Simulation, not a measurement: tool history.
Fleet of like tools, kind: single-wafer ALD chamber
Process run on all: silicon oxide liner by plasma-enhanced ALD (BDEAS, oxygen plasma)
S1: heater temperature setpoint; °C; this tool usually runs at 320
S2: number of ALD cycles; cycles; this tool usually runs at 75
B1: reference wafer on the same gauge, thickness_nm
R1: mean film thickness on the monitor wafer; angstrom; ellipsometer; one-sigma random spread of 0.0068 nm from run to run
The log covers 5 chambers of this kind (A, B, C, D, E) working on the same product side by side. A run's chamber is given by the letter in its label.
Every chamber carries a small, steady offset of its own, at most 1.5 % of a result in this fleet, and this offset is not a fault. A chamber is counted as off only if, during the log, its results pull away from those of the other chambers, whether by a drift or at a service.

run 1B day=0.442 | S1=320 S2=75 | B1=6.8610 | R1=67.575
run 2A day=0.950 | S1=320 S2=75 | B1=6.8618 | R1=68.767
run 3E day=1.342 | S1=320 S2=75 | B1=6.8619 | R1=67.694
run 4C day=1.738 | S1=320 S2=75 | B1=6.8622 | R1=67.654
run 5D day=2.229 | S1=320 S2=75 | B1=6.8643 | R1=67.358
run 6B day=2.850 | S1=320 S2=75 | B1=6.8645 | R1=67.558
run 7C day=3.208 | S1=320 S2=75 | B1=6.8660 | R1=67.706
run 8A day=3.721 | S1=320 S2=75 | B1=6.8669 | R1=68.818
run 9D day=4.246 | S1=320 S2=75 | B1=6.8688 | R1=67.361
run 10E day=4.646 | S1=320 S2=75 | B1=6.8684 | R1=67.742
run 11D day=5.100 | S1=320 S2=75 | B1=6.8684 | R1=67.283
run 12A day=5.488 | S1=320 S2=75 | B1=6.8714 | R1=68.860
run 13C day=5.988 | S1=320 S2=75 | B1=6.8714 | R1=67.604
run 14B day=6.371 | S1=320 S2=75 | B1=6.8698 | R1=67.611
run 15E day=6.733 | S1=320 S2=75 | B1=6.8723 | R1=67.846
run 16B day=7.246 | S1=332 S2=75 | B1=6.8744 | R1=66.437
run 17A day=7.612 | S1=332 S2=75 | B1=6.8741 | R1=67.569
run 18D day=7.908 | S1=332 S2=75 | B1=6.8750 | R1=66.254
run 19E day=8.496 | S1=332 S2=75 | B1=6.8757 | R1=66.618
run 20C day=8.975 | S1=332 S2=75 | B1=6.8769 | R1=66.616
run 21E day=9.279 | S1=320 S2=75 | B1=6.8782 | R1=67.791
run 22D day=9.617 | S1=320 S2=75 | B1=6.8789 | R1=67.482
run 23B day=10.050 | S1=320 S2=75 | B1=6.8783 | R1=67.722
run 24A day=10.367 | S1=310 S2=70 | B1=6.8822 | R1=65.389
run 25C day=10.775 | S1=310 S2=70 | B1=6.8805 | R1=64.280
run 26A day=11.271 | S1=310 S2=70 | B1=6.8823 | R1=65.134
run 27C day=11.633 | S1=310 S2=70 | B1=6.8811 | R1=64.300
run 28E day=12.125 | S1=310 S2=70 | B1=6.8811 | R1=64.337
run 29D day=12.525 | S1=320 S2=75 | B1=6.8840 | R1=67.365
run 30B day=12.812 | S1=320 S2=75 | B1=6.8850 | R1=67.708
run 31C day=13.429 | S1=320 S2=75 | B1=6.8858 | R1=67.795
run 32E day=13.846 | S1=320 S2=75 | B1=6.8863 | R1=67.953
run 33A day=14.196 | S1=320 S2=75 | B1=6.8881 | R1=69.003
run 34B day=14.500 | S1=320 S2=75 | B1=6.8886 | R1=67.785

What goes on in this fleet: one chamber off, a drifting gauge, or nothing beyond the chambers' own small offsets? Name the chamber and the cause, if any.

None of the chambers is off. What moves is the gauge, dragging all their readings along together.
Most likely cause: gauge reads high (%) = 0.417.

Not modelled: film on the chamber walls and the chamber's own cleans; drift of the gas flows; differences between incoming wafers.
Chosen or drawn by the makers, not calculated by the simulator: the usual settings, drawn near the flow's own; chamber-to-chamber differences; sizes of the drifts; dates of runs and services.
